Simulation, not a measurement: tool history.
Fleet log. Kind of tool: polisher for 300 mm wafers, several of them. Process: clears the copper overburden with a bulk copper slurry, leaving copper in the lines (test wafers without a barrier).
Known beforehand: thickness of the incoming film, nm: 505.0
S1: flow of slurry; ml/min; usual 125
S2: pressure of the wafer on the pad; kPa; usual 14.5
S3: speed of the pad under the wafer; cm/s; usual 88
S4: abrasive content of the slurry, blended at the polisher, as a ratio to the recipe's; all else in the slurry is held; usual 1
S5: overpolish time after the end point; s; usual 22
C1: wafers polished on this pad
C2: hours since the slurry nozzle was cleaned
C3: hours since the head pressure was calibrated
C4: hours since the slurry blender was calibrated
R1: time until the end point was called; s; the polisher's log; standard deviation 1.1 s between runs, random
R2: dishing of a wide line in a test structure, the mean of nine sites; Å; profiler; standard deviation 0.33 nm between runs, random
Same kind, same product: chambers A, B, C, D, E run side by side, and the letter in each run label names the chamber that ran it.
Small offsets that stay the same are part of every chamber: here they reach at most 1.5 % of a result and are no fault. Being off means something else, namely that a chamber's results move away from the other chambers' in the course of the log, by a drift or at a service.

run     day   S1    S2  S3  S4  S5    C1     C2     C3     C4      R1      R2
 1B   0.567  125  14.5  88   1  22   768  677.4  702.9   73.3  81.625  318.21
 2C   0.829  125  14.5  88   1  22   206  289.7  976.9  206.8  79.862  325.13
 3E   1.171  125  14.5  88   1  22   537  992.2    454   50.9  82.556  326.45
      1.196  -- chamber C: head pressure recalibrated
 4D   1.721  125  14.5  88   1  22   466  336.6  553.4  151.4  80.506  325.78
      1.996  -- chamber E: slurry nozzle cleaned
      2.071  -- chamber B: worn pad replaced by a new one
 5A   2.121  125  14.5  88   1  22   575  164.7  175.7  164.7  82.826  325.46
      2.521  -- chamber D: slurry blender recalibrated
 6B   2.604  125  14.5  88   1  22   127  726.3  751.8  122.2  82.242  322.57
 7A   3.129  125  14.5  88   1  22   815  188.9  199.9  188.9  78.793  318.45
       3.15  -- chamber D: worn pad replaced by a new one
      3.262  -- chamber E: slurry blender recalibrated
 8C   3.579  125  14.5  88   1  22   861  355.7   57.2  272.8  81.042  322.27
 9E   3.992  125  14.5  88   1  22  1209     48  521.7   17.6  79.482   320.4
      4.238  -- chamber E: head pressure recalibrated
      4.288  -- chamber B: slurry nozzle cleaned
10D   4.367  125  14.5  88   1  22   289  400.1  616.9   44.3  81.957  323.34
11C   4.746  125  14.5  88   1  22  1139  383.7   85.2  300.8  82.535  328.51
12D   5.033  125  14.5  88   1  22   448  416.1  632.9   60.3   80.36  330.26
13A   5.429  125  14.5  88   1  29  1362  244.1  255.1  244.1   82.77  340.13
14B   5.833  125  14.5  88   1  29   896   37.1  829.3  199.7  82.833  331.34
      6.217  -- chamber B: worn pad replaced by a new one
15E   6.296  125  14.5  88   1  29  1757  103.3   49.5   72.9  84.176  338.81
      6.392  -- chamber C: worn pad replaced by a new one
        6.6  -- chamber C: slurry blender recalibrated
16E   6.688  125  14.5  88   1  29  1851  112.7   58.9   82.3  82.322  333.29
      6.779  -- chamber D: worn pad replaced by a new one
      6.879  -- chamber A: worn pad replaced by a new one
17A    7.05  125  14.5  88   1  29    41    283    294    283  81.696   339.5
      7.221  -- chamber B: slurry blender recalibrated
      7.246  -- chamber A: slurry blender recalibrated
18C   7.429  125  14.5  88   1  22   247  448.1  149.6     20  82.785  324.84
19B   7.767  125  14.5  88   1  22   369   83.5  875.7   13.2  82.569  327.82
      7.975  -- chamber E: slurry blender recalibrated
20D   8.162  125  14.5  88   1  22   330  491.2    708  135.4  80.528  321.91
21A   8.433  125  14.5  88   1  22   370  316.2  327.2   28.6  81.706  321.38
22C     8.8  125  14.5  88   1  22   574    481  182.5   52.9  79.929   326.3
      8.883  -- chamber D: slurry blender recalibrated
23D   9.146  125  14.5  88   1  22   564  514.8  731.6    6.3  81.421  324.44
24E     9.6  125  14.5  88   1  22  2544  182.6  128.8     39  87.137  320.66
25B   9.971  125  14.5  88   1  22   894  136.4  928.6   66.1  82.956   327.9
26E  10.483  125  14.5  88   1  22  2754  203.8    150   60.2      84  321.31
     10.662  -- chamber D: worn pad replaced by a new one
     10.675  -- chamber B: worn pad replaced by a new one
27A  10.775  125  14.5  88   1  22   928  372.4  383.4   84.8  80.877  327.06
28D  11.246  125  14.5  88   1  22   139  565.2    782   56.7   82.14  325.74
      11.55  -- chamber B: head pressure recalibrated
29C  11.604  125  14.5  88   1  22  1241  548.3  249.8  120.2  82.422   323.7
     11.879  -- chamber E: slurry blender recalibrated
     11.962  -- chamber A: slurry nozzle cleaned
30B  12.058  125  14.5  88   1  22   329  186.5   12.3  116.2  80.422  324.67
31D  12.642  125  17.2  88   1  22   471  598.7  815.5   90.2   68.43  341.38
     12.838  -- chamber C: worn pad replaced by a new one
32E  13.179  125  17.2  88   1  22  3396  268.5  214.7   31.3  74.235  333.26
       13.2  -- chamber A: worn pad replaced by a new one
33B  13.592  125  17.2  88   1  22   694  223.3   49.1    153   69.43  337.66
     13.775  -- chamber D: worn pad replaced by a new one
34A  14.121  125  17.2  88   1  22   219   51.9  463.7  165.1  69.072  335.77
     14.346  -- chamber D: head pressure recalibrated
35C  14.662  125  17.2  88   1  22   434  621.7  323.2  193.6  67.001   333.8
     14.904  -- chamber B: worn pad replaced by a new one
36A  15.075  125  14.5  88   1  22   447   74.8  486.6    188  82.249     328
     15.179  -- chamber D: slurry blender recalibrated
37E  15.429  125  14.5  88   1  22  3932  322.5  268.7   85.3  90.631  318.12
38D  15.733  125  14.5  88   1  22   467  672.9   33.3   13.4  80.906  323.33
39B    16.3  125  14.5  88   1  31   332  288.3  114.1    218  82.196  339.54
     16.321  -- chamber C: slurry nozzle cleaned
40C  16.621  125  14.5  88   1  31   900    7.2  370.2  240.6  80.545  338.16
     16.988  -- chamber E: slurry blender recalibrated
41E  17.029  125  14.5  88   1  31  4313  360.9  307.1      1  93.098  333.64

Next, every chamber runs the same settings. What will each give?
42A  17.446  125  14.5  88  1.1  22                   ?   ?
42B  17.446  125  14.5  88  1.1  22                   ?   ?
42C  17.446  125  14.5  88  1.1  22                   ?   ?
42D  17.446  125  14.5  88  1.1  22                   ?   ?
42E  17.446  125  14.5  88  1.1  22                   ?   ?

run      R1      R2
42A  79.836  327.47
42B   80.11  321.61
42C  80.429  325.52
42D  81.803  328.32
42E  89.563  325.81

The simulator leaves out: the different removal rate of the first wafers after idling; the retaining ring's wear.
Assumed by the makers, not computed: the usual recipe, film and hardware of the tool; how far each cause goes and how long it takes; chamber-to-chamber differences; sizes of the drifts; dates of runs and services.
